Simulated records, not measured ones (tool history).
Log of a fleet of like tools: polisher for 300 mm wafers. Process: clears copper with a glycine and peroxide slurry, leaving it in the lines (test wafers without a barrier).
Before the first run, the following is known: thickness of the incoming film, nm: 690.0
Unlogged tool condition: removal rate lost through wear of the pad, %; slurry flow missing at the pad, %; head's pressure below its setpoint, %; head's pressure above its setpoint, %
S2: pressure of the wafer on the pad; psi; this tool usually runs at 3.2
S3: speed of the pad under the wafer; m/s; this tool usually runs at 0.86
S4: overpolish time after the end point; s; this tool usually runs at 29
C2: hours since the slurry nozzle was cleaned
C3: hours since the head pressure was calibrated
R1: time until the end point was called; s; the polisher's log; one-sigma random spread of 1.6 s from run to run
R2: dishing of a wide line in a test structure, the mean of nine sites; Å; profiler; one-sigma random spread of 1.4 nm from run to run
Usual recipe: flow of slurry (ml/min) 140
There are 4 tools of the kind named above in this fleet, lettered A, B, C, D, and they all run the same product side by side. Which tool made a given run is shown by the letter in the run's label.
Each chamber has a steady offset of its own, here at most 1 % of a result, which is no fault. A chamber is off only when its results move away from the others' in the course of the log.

At hour 4.0: chamber A: worn pad replaced by a new one.
Run 1C, hour 10.0: usual settings; wafers polished on this pad 411; C2 196.7; C3 388.8. Result: R1 103.820 s, R2 1016.20 Å.
Run 2B, hour 20.4: usual settings; wafers polished on this pad 386; C2 196.1; C3 290.3. Result: R1 103.120 s, R2 1033.60 Å.
At hour 23.1: chamber A: slurry nozzle cleaned.
Run 3D, hour 29.2: usual settings; wafers polished on this pad 853; C2 527.5; C3 256.7. Result: R1 106.560 s, R2 1026.80 Å.
Run 4A, hour 38.3: usual settings; wafers polished on this pad 233; C2 15.3; C3 1181.9. Result: R1 103.260 s, R2 1019.20 Å.
At hour 41.5: chamber C: worn pad replaced by a new one.
Run 5A, hour 47.3: usual settings; wafers polished on this pad 294; C2 24.3; C3 1190.9. Result: R1 105.300 s, R2 1020.20 Å.
At hour 47.8: chamber D: worn pad replaced by a new one.
Run 6C, hour 59.0: usual settings; wafers polished on this pad 118; C2 245.7; C3 437.8. Result: R1 101.980 s, R2 1002.80 Å.
Run 7D, hour 66.1: usual settings; wafers polished on this pad 124; C2 564.4; C3 293.6. Result: R1 106.320 s, R2 1043.80 Å.
Run 8B, hour 71.8: usual settings; wafers polished on this pad 735; C2 247.5; C3 341.7. Result: R1 105.280 s, R2 1014.70 Å.
At hour 78.5: chamber A: head pressure recalibrated.
Run 9B, hour 81.7: usual settings but flow of slurry (ml/min) 185; wafers polished on this pad 802; C2 257.4; C3 351.6. Result: R1 97.914 s, R2 1057.70 Å.
At hour 82.6: chamber B: slurry nozzle cleaned.
Run 10C, hour 87.5: usual settings but flow of slurry (ml/min) 185; wafers polished on this pad 312; C2 274.2; C3 466.3. Result: R1 100.170 s, R2 1049.10 Å.
Run 11D, hour 97.9: usual settings but flow of slurry (ml/min) 185; wafers polished on this pad 340; C2 596.2; C3 325.4. Result: R1 102.860 s, R2 1026.40 Å.
Run 12A, hour 106.9: usual settings but flow of slurry (ml/min) 185; wafers polished on this pad 698; C2 83.9; C3 28.5. Result: R1 101.650 s, R2 1052.20 Å.
Run 13A, hour 115.3: usual settings; wafers polished on this pad 755; C2 92.3; C3 36.9. Result: R1 106.480 s, R2 1027.90 Å.
At hour 119.5: chamber C: worn pad replaced by a new one.
At hour 122.9: chamber C: slurry nozzle cleaned.
Run 14D, hour 124.2: usual settings; wafers polished on this pad 518; C2 622.5; C3 351.7. Result: R1 101.200 s, R2 1037.90 Å.
At hour 125.3: chamber B: worn pad replaced by a new one.
Run 15B, hour 130.3: usual settings; wafers polished on this pad 34; C2 47.7; C3 400.2. Result: R1 104.520 s, R2 1025.90 Å.
Run 16C, hour 136.4: usual settings; wafers polished on this pad 114; C2 13.5; C3 515.2. Result: R1 106.570 s, R2 1029.30 Å.
Run 17B, hour 146.2: usual settings; wafers polished on this pad 142; C2 63.6; C3 416.1. Result: R1 105.720 s, R2 1021.90 Å.
At hour 147.4: chamber A: worn pad replaced by a new one.
Run 18D, hour 154.4: usual settings but S4 16 s; wafers polished on this pad 723; C2 652.7; C3 381.9. Result: R1 105.570 s, R2 652.76 Å.
Run 19A, hour 163.0: usual settings but S4 16 s; wafers polished on this pad 106; C2 140.0; C3 84.6. Result: R1 104.960 s, R2 666.18 Å.
Run 20C, hour 171.5: usual settings but S4 16 s; wafers polished on this pad 352; C2 48.6; C3 550.3. Result: R1 102.390 s, R2 646.63 Å.
Run 21A, hour 178.3: usual settings but S4 16 s; wafers polished on this pad 210; C2 155.3; C3 99.9. Result: R1 103.640 s, R2 676.14 Å.
Run 22D, hour 184.7: usual settings; wafers polished on this pad 929; C2 683.0; C3 412.2. Result: R1 108.100 s, R2 1028.80 Å.
Run 23B, hour 195.4: usual settings; wafers polished on this pad 476; C2 112.8; C3 465.3. Result: R1 108.650 s, R2 1017.30 Å.
Run 24C, hour 205.0: usual settings; wafers polished on this pad 580; C2 82.1; C3 583.8. Result: R1 103.350 s, R2 1016.90 Å.
At hour 205.9: chamber D: worn pad replaced by a new one.
At hour 207.3: chamber C: worn pad replaced by a new one.
Run 25C, hour 211.7: usual settings; wafers polished on this pad 30; C2 88.8; C3 590.5. Result: R1 104.260 s, R2 1035.70 Å.
Run 26A, hour 217.4: usual settings; wafers polished on this pad 475; C2 194.4; C3 139.0. Result: R1 105.630 s, R2 1029.10 Å.
Run 27B, hour 228.9: usual settings; wafers polished on this pad 703; C2 146.3; C3 498.8. Result: R1 104.890 s, R2 1000.40 Å.
Run 28D, hour 235.9: usual settings; wafers polished on this pad 204; C2 734.2; C3 463.4. Result: R1 106.550 s, R2 1009.00 Å.
Run 29A, hour 245.7: usual settings; wafers polished on this pad 667; C2 222.7; C3 167.3. Result: R1 106.270 s, R2 1032.00 Å.
Run 30C, hour 251.6: usual settings; wafers polished on this pad 301; C2 128.7; C3 630.4. Result: R1 104.850 s, R2 1025.80 Å.
Run 31D, hour 261.5: usual settings but S3 1.04 m/s; wafers polished on this pad 377; C2 759.8; C3 489.0. Result: R1 88.220 s, R2 1117.50 Å.
Run 32B, hour 272.4: usual settings but S3 1.04 m/s; wafers polished on this pad 998; C2 189.8; C3 542.3. Result: R1 90.663 s, R2 1106.50 Å.
Run 33C, hour 283.9: usual settings but S3 1.04 m/s; wafers polished on this pad 520; C2 161.0; C3 662.7. Result: R1 86.901 s, R2 1150.10 Å.
Run 34D, hour 293.1: usual settings but S3 1.04 m/s; wafers polished on this pad 592; C2 791.4; C3 520.6. Result: R1 87.096 s, R2 1117.60 Å.

Is one chamber off against the others, does the gauge drift, or is nothing wrong? If a chamber is off, say which, and what the likeliest cause is.

The fleet is healthy, with each chamber sitting at its usual small offset and no drift in the gauge.
